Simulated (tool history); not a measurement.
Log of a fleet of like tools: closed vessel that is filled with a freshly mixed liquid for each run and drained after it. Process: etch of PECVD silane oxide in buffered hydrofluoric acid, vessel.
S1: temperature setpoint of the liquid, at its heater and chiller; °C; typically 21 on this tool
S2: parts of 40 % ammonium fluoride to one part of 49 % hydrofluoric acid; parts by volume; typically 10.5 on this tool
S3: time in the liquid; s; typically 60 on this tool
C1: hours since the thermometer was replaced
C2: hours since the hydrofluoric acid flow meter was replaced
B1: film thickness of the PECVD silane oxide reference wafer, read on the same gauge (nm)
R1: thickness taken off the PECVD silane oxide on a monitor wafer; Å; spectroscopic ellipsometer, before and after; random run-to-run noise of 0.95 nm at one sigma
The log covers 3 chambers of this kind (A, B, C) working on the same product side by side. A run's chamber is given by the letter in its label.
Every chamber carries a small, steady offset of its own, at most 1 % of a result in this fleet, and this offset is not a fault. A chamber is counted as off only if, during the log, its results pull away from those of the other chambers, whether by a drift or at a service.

Run 1B, day 0.292: usual settings; C1 235.9; C2 680.7; B1 140. Result: R1 1093.6 Å.
Run 2C, day 0.488: usual settings; C1 620.3; C2 1552.7; B1 140.02. Result: R1 1080.7 Å.
Run 3A, day 0.692: usual settings; C1 1088.3; C2 299.2; B1 140.04. Result: R1 1091.6 Å.
Run 4A, day 1.104: usual settings; C1 1098.2; C2 309.1; B1 139.98. Result: R1 1084.6 Å.
Run 5B, day 1.346: usual settings; C1 261.2; C2 706; B1 140. Result: R1 1096.6 Å.
Run 6C, day 1.583: usual settings; C1 646.6; C2 1579; B1 139.99. Result: R1 1079.5 Å.
Run 7A, day 1.979: usual settings; C1 1119.2; C2 330.1; B1 140.01. Result: R1 1083 Å.
Run 8B, day 2.175: usual settings; C1 281.1; C2 725.9; B1 139.97. Result: R1 1081 Å.
Run 9C, day 2.425: usual settings; C1 666.8; C2 1599.2; B1 139.99. Result: R1 1093.3 Å.
Run 10C, day 2.638: usual settings; C1 671.9; C2 1604.3; B1 139.97. Result: R1 1071.8 Å.
Run 11B, day 3.008: usual settings; C1 301.1; C2 745.9; B1 140.03. Result: R1 1089 Å.
Run 12A, day 3.421: usual settings but S1 23.5 °C, S3 75 s; C1 1153.8; C2 364.7; B1 140.05. Result: R1 1571.9 Å.
Run 13A, day 3.683: usual settings but S1 23.5 °C, S3 75 s; C1 1160.1; C2 371; B1 140.06. Result: R1 1564.4 Å.
Run 14B, day 4.004: usual settings but S1 23.5 °C, S3 75 s; C1 325; C2 769.8; B1 140. Result: R1 1562.8 Å.
Run 15C, day 4.383: usual settings; C1 713.8; C2 1646.2; B1 140.01. Result: R1 1092.2 Å.
Run 16A, day 4.725: usual settings; C1 1185.1; C2 396; B1 140.01. Result: R1 1098.6 Å.
Run 17B, day 5: usual settings; C1 348.9; C2 793.7; B1 140. Result: R1 1095.5 Å.
Run 18C, day 5.254: usual settings; C1 734.7; C2 1667.1; B1 139.98. Result: R1 1090.9 Å.
Run 19C, day 5.704: usual settings but S1 17 °C, S2 14.5 parts by volume; C1 745.5; C2 1677.9; B1 140.05. Result: R1 647.88 Å.
Run 20B, day 6.138: usual settings but S1 17 °C, S2 14.5 parts by volume; C1 376.2; C2 821; B1 139.97. Result: R1 646.04 Å.
Run 21A, day 6.562: usual settings but S1 17 °C, S2 14.5 parts by volume; C1 1229.2; C2 440.1; B1 140. Result: R1 625.88 Å.
Run 22C, day 6.779: usual settings but S1 17.5 °C, S2 8.5 parts by volume; C1 771.3; C2 1703.7; B1 139.95. Result: R1 1099 Å.
Run 23A, day 7.062: usual settings but S1 17.5 °C, S2 8.5 parts by volume; C1 1241.2; C2 452.1; B1 140.02. Result: R1 1085.9 Å.
At day 7.288: chamber A: thermometer replaced.
Run 24B, day 7.371: usual settings but S1 17.5 °C, S2 8.5 parts by volume; C1 405.8; C2 850.6; B1 140.05. Result: R1 1075.8 Å.
Run 25A, day 7.6: usual settings; C1 7.6; C2 465; B1 140.02. Result: R1 1074.4 Å.
Run 26C, day 7.871: usual settings but S2 7 parts by volume; C1 797.5; C2 1729.9; B1 140.01. Result: R1 1671 Å.
Run 27B, day 8.258: usual settings but S2 7 parts by volume; C1 427.1; C2 871.9; B1 140.02. Result: R1 1590.5 Å.
Run 28C, day 8.688: usual settings but S2 7 parts by volume; C1 817.1; C2 1749.5; B1 139.97. Result: R1 1689.4 Å.
Run 29A, day 8.954: usual settings; C1 40.1; C2 497.5; B1 139.98. Result: R1 1064.9 Å.
Run 30B, day 9.175: usual settings; C1 449.1; C2 893.9; B1 140.01. Result: R1 1083.6 Å.
Run 31A, day 9.421: usual settings; C1 51.3; C2 508.7; B1 139.99. Result: R1 1073.6 Å.
Run 32C, day 9.704: usual settings; C1 841.5; C2 1773.9; B1 139.99. Result: R1 1173 Å.
Run 33B, day 9.942: usual settings; C1 467.5; C2 912.3; B1 140.01. Result: R1 1093.6 Å.
Run 34B, day 10.204: usual settings; C1 473.8; C2 918.6; B1 139.99. Result: R1 1105.1 Å.
Run 35C, day 10.421: usual settings; C1 858.7; C2 1791.1; B1 139.98. Result: R1 1198 Å.
Run 36A, day 10.629: usual settings but S2 13.5 parts by volume, S3 85 s; C1 80.3; C2 537.7; B1 140.04. Result: R1 1201.1 Å.
Run 37A, day 10.946: usual settings but S2 13.5 parts by volume, S3 85 s; C1 87.9; C2 545.3; B1 140. Result: R1 1204.9 Å.
Run 38B, day 11.171: usual settings but S2 13.5 parts by volume, S3 85 s; C1 497; C2 941.8; B1 139.97. Result: R1 1208.2 Å.
Run 39C, day 11.525: usual settings; C1 885.2; C2 1817.6; B1 140. Result: R1 1187.2 Å.
Run 40C, day 11.9: usual settings; C1 894.2; C2 1826.6; B1 140.01. Result: R1 1227.5 Å.

For the next run the whole fleet of 3 chambers uses the same settings. Give each chamber's results:
Run 41A, day 12.225: usual settings. Result: R1 ?.
Run 41B, day 12.225: usual settings. Result: R1 ?.
Run 41C, day 12.225: usual settings. Result: R1 ?.

run      R1
41A  1077.3
41B  1106.9
41C  1208.6
